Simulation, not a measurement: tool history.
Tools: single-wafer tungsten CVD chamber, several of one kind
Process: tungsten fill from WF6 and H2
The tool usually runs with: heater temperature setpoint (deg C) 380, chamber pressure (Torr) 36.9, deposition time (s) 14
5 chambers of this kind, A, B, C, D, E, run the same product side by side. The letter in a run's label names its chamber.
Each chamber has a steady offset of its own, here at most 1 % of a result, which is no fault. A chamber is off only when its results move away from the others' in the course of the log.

run	hour	heater temperature setpoint (deg C)	chamber pressure (Torr)	deposition time (s)	hours since the last thermocouple change	hours since the last manometer calibration	read-back reference wafer on the same gauge, thickness_nm	mean film thickness on the monitor wafer (Å)
1C	7.8	380	36.9	14	1929.8	1038.8	31.61	301.7
2A	19.2	380	36.9	14	1744.9	919.4	31.588	306.16
# hour 27.5: chamber C: thermocouple changed; heater temperature recalibrated
3B	27.6	380	36.9	14	177.6	290.7	31.585	302.87
4E	34.1	380	36.9	14	2093.8	349.1	31.597	304.16
5D	40.5	380	36.9	14	533.3	134.2	31.58	306.87
6E	46.2	380	36.9	14	2105.9	361.2	31.606	302.07
7B	58.2	380	36.9	14	208.2	321.3	31.603	305.16
8A	70.7	380	36.9	14	1796.4	970.9	31.596	305.16
# hour 81.7: chamber A: thermocouple changed; heater temperature recalibrated
9C	81.8	380	36.9	14	54.4	1112.8	31.597	303.06
10D	91.9	380	36.9	14	584.7	185.6	31.601	306.25
11C	101.1	380	36.9	14	73.7	1132.1	31.604	303.93
12B	113.5	380	36.9	14	263.5	376.6	31.615	304.52
13A	124.9	380	36.9	14	43.2	1025.1	31.593	307.03
14D	133.5	380	36.9	14	626.3	227.2	31.604	307.49
15E	144.1	380	36.9	14	2203.8	459.1	31.608	303.95
16D	156.9	380	36.9	14	649.7	250.6	31.572	306.92
# hour 160.9: chamber E: thermocouple changed; heater temperature recalibrated
17A	167.7	380	36.9	14	86	1067.9	31.577	306.58
18E	179.1	373	43.7	14	18.3	494.1	31.606	296.75
19B	189.5	373	43.7	14	339.5	452.6	31.585	283.38
20C	202.2	373	43.7	14	174.8	1233.2	31.617	282.36
21C	208.6	373	43.7	14	181.2	1239.6	31.616	282.78
22E	217.1	373	43.7	14	56.3	532.1	31.595	296.6
23D	223.5	380	36.9	14	716.3	317.2	31.59	305.53
24B	232.1	380	36.9	14	382.1	495.2	31.575	304.16
25A	237.9	389	43	14	156.2	1138.1	31.629	394.91
26B	247.4	389	43	14	397.4	510.5	31.611	388.46
27C	256.1	389	43	14	228.7	1287.1	31.607	389.5
28E	267.5	389	43	14	106.7	582.5	31.593	404.46
29A	273.2	389	43	14	191.5	1173.4	31.603	394.64
30D	282.9	380	36.9	14	775.7	376.6	31.602	305.17
31A	293.5	380	36.9	14	211.8	1193.7	31.599	306.32
32E	304.2	380	36.9	14	143.4	619.2	31.606	313.4
33D	310.5	380	36.9	14	803.3	404.2	31.62	304.75
34C	316.2	380	36.9	14	288.8	1347.2	31.604	302.77

Has any chamber moved away from the others, gradually or after a service, or does the common gauge drift, or do the chambers differ only by their own small steady offsets? State the chamber and the most likely cause if one applies.

A service left chamber E off against the others.
Most likely cause: wafer temperature above the value expected at the setpoint (K) = 1.83.

Here are 4 candidates for chamber E's next run, each the usual settings with a change, their results left as question marks. Which one brings its results back in line with what the others give on the usual settings?
Allowed miss from the other chambers' usual-settings mean, per result, to count as in line: mean film thickness on the monitor wafer (Å) 3
35E-1	325.4	381	36.9	14.2				?
35E-2	325.4	383	37.6	14				?
35E-3	325.4	378	36.4	13.7				?
35E-4	325.4	379	36.6	13.9				?

The other chambers' mean on the usual settings: mean film thickness on the monitor wafer (Å) 304.75
run	mean film thickness on the monitor wafer (Å)
35E-1	325.59
35E-2	336.87
35E-3	294.04
35E-4	305.15
The answer is 35E-4, which returns the chamber to within the allowed miss of the others.
